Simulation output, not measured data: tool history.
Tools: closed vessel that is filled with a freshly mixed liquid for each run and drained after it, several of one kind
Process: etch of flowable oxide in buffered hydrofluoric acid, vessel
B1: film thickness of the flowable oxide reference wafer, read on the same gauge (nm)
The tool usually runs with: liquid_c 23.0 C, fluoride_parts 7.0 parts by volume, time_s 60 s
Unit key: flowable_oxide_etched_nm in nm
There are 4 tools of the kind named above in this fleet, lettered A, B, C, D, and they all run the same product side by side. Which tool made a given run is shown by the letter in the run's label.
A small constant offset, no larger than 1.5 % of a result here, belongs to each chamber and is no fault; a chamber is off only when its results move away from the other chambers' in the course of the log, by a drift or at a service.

run 1C day=0.146 | liquid_c=23.0 fluoride_parts=7.0 time_s=60 | B1=150.00 | flowable_oxide_etched_nm=313.46
run 2A day=0.342 | liquid_c=23.0 fluoride_parts=7.0 time_s=60 | B1=150.00 | flowable_oxide_etched_nm=324.82
run 3B day=0.454 | liquid_c=23.0 fluoride_parts=7.0 time_s=60 | B1=149.98 | flowable_oxide_etched_nm=319.31
run 4D day=0.638 | liquid_c=23.0 fluoride_parts=7.0 time_s=60 | B1=150.01 | flowable_oxide_etched_nm=317.12
run 5B day=0.804 | liquid_c=23.0 fluoride_parts=9.0 time_s=80 | B1=150.00 | flowable_oxide_etched_nm=328.85
run 6C day=0.996 | liquid_c=23.0 fluoride_parts=9.0 time_s=80 | B1=150.01 | flowable_oxide_etched_nm=321.36
run 7A day=1.121 | liquid_c=23.0 fluoride_parts=9.0 time_s=80 | B1=150.00 | flowable_oxide_etched_nm=327.64
run 8D day=1.288 | liquid_c=23.0 fluoride_parts=9.0 time_s=80 | B1=150.02 | flowable_oxide_etched_nm=321.68
run 9B day=1.533 | liquid_c=23.0 fluoride_parts=7.0 time_s=60 | B1=149.99 | flowable_oxide_etched_nm=319.67
run 10C day=1.788 | liquid_c=23.0 fluoride_parts=7.0 time_s=60 | B1=150.02 | flowable_oxide_etched_nm=312.95
run 11D day=2.042 | liquid_c=23.0 fluoride_parts=5.5 time_s=85 | B1=150.02 | flowable_oxide_etched_nm=551.00
run 12A day=2.288 | liquid_c=23.0 fluoride_parts=5.5 time_s=85 | B1=150.00 | flowable_oxide_etched_nm=560.53
run 13B day=2.412 | liquid_c=23.0 fluoride_parts=5.5 time_s=85 | B1=149.99 | flowable_oxide_etched_nm=554.97
run 14A day=2.621 | liquid_c=23.0 fluoride_parts=5.5 time_s=85 | B1=150.00 | flowable_oxide_etched_nm=560.57
run 15D day=2.833 | liquid_c=26.0 fluoride_parts=7.0 time_s=60 | B1=149.98 | flowable_oxide_etched_nm=373.02
run 16C day=3.075 | liquid_c=26.0 fluoride_parts=7.0 time_s=60 | B1=150.02 | flowable_oxide_etched_nm=371.32
run 17D day=3.212 | liquid_c=26.0 fluoride_parts=7.0 time_s=60 | B1=150.00 | flowable_oxide_etched_nm=378.16
run 18A day=3.379 | liquid_c=26.0 fluoride_parts=7.0 time_s=60 | B1=150.01 | flowable_oxide_etched_nm=384.44
run 19C day=3.571 | liquid_c=23.0 fluoride_parts=7.0 time_s=60 | B1=150.01 | flowable_oxide_etched_nm=311.33
run 20B day=3.729 | liquid_c=23.0 fluoride_parts=7.0 time_s=60 | B1=150.00 | flowable_oxide_etched_nm=319.46
run 21D day=3.883 | liquid_c=23.0 fluoride_parts=7.0 time_s=60 | B1=150.02 | flowable_oxide_etched_nm=320.42
run 22A day=4.104 | liquid_c=23.0 fluoride_parts=7.0 time_s=60 | B1=150.02 | flowable_oxide_etched_nm=326.47
run 23B day=4.354 | liquid_c=23.0 fluoride_parts=7.0 time_s=60 | B1=149.99 | flowable_oxide_etched_nm=320.30
run 24C day=4.575 | liquid_c=23.0 fluoride_parts=7.0 time_s=60 | B1=149.99 | flowable_oxide_etched_nm=307.12
run 25C day=4.733 | liquid_c=23.0 fluoride_parts=7.0 time_s=60 | B1=150.01 | flowable_oxide_etched_nm=307.74
run 26D day=4.879 | liquid_c=23.0 fluoride_parts=7.0 time_s=60 | B1=150.02 | flowable_oxide_etched_nm=318.76
run 27A day=5.071 | liquid_c=23.0 fluoride_parts=7.0 time_s=30 | B1=150.00 | flowable_oxide_etched_nm=161.85
run 28B day=5.254 | liquid_c=23.0 fluoride_parts=7.0 time_s=30 | B1=150.02 | flowable_oxide_etched_nm=161.36
run 29D day=5.508 | liquid_c=23.0 fluoride_parts=7.0 time_s=30 | B1=150.00 | flowable_oxide_etched_nm=160.50
run 30A day=5.712 | liquid_c=23.0 fluoride_parts=7.0 time_s=30 | B1=150.01 | flowable_oxide_etched_nm=160.85
run 31B day=5.929 | liquid_c=23.0 fluoride_parts=7.0 time_s=60 | B1=150.00 | flowable_oxide_etched_nm=320.08
run 32C day=6.175 | liquid_c=23.0 fluoride_parts=7.0 time_s=60 | B1=149.99 | flowable_oxide_etched_nm=305.21
run 33C day=6.408 | liquid_c=23.0 fluoride_parts=7.0 time_s=60 | B1=149.99 | flowable_oxide_etched_nm=303.05
run 34D day=6.629 | liquid_c=23.0 fluoride_parts=7.0 time_s=60 | B1=150.01 | flowable_oxide_etched_nm=318.82
run 35A day=6.775 | liquid_c=23.0 fluoride_parts=7.0 time_s=60 | B1=150.01 | flowable_oxide_etched_nm=321.98
run 36B day=6.992 | liquid_c=23.0 fluoride_parts=7.0 time_s=60 | B1=150.00 | flowable_oxide_etched_nm=319.76
run 37B day=7.217 | liquid_c=23.0 fluoride_parts=7.0 time_s=60 | B1=149.99 | flowable_oxide_etched_nm=321.67
-- day=7.296 chamber D: hydrofluoric acid flow meter replaced
run 38A day=7.483 | liquid_c=23.0 fluoride_parts=7.0 time_s=60 | B1=150.00 | flowable_oxide_etched_nm=322.27
run 39C day=7.754 | liquid_c=23.0 fluoride_parts=7.0 time_s=60 | B1=150.00 | flowable_oxide_etched_nm=298.91
run 40D day=7.992 | liquid_c=23.0 fluoride_parts=9.5 time_s=60 | B1=150.01 | flowable_oxide_etched_nm=235.38
run 41A day=8.217 | liquid_c=23.0 fluoride_parts=9.5 time_s=60 | B1=150.00 | flowable_oxide_etched_nm=239.08
run 42C day=8.429 | liquid_c=23.0 fluoride_parts=9.5 time_s=60 | B1=150.00 | flowable_oxide_etched_nm=226.06
run 43B day=8.629 | liquid_c=23.0 fluoride_parts=9.5 time_s=60 | B1=149.99 | flowable_oxide_etched_nm=239.95
run 44D day=8.842 | liquid_c=25.5 fluoride_parts=7.0 time_s=45 | B1=149.99 | flowable_oxide_etched_nm=271.89

Decide between three cases: one chamber stands off from its peers, the gauge reading all wafers drifts, or nothing is wrong past each chamber's small offset. Where a chamber is off, say which and what most likely put it there.

One chamber, C, drifts off from the rest bit by bit.
Likeliest cause: hydrofluoric acid flow below the setpoint (%) = 5.47.
With only this log, it may be confused with: liquid colder than its thermometer reads (K).

Which of the 4 candidates below, each the usual settings with something changed and its results left as question marks, puts chamber C back in line with what the other chambers give on the usual settings?
Maximum distance from the other chambers' mean on the usual settings for a result to count as in line: flowable_oxide_etched_nm 6.90 nm
run 45C-1 day=9.033 | liquid_c=22.5 fluoride_parts=7.0 time_s=60 | flowable_oxide_etched_nm=?
run 45C-2 day=9.033 | liquid_c=23.0 fluoride_parts=7.0 time_s=65 | flowable_oxide_etched_nm=?
run 45C-3 day=9.033 | liquid_c=23.0 fluoride_parts=7.5 time_s=60 | flowable_oxide_etched_nm=?
run 45C-4 day=9.033 | liquid_c=23.5 fluoride_parts=7.0 time_s=60 | flowable_oxide_etched_nm=?

The mean the other chambers reach with the usual settings: flowable_oxide_etched_nm 321.13 nm
run=45C-1 flowable_oxide_etched_nm=289.49
run=45C-2 flowable_oxide_etched_nm=322.53
run=45C-3 flowable_oxide_etched_nm=276.46
run=45C-4 flowable_oxide_etched_nm=306.14
The answer is 45C-2, which returns the chamber to within the allowed miss of the others.

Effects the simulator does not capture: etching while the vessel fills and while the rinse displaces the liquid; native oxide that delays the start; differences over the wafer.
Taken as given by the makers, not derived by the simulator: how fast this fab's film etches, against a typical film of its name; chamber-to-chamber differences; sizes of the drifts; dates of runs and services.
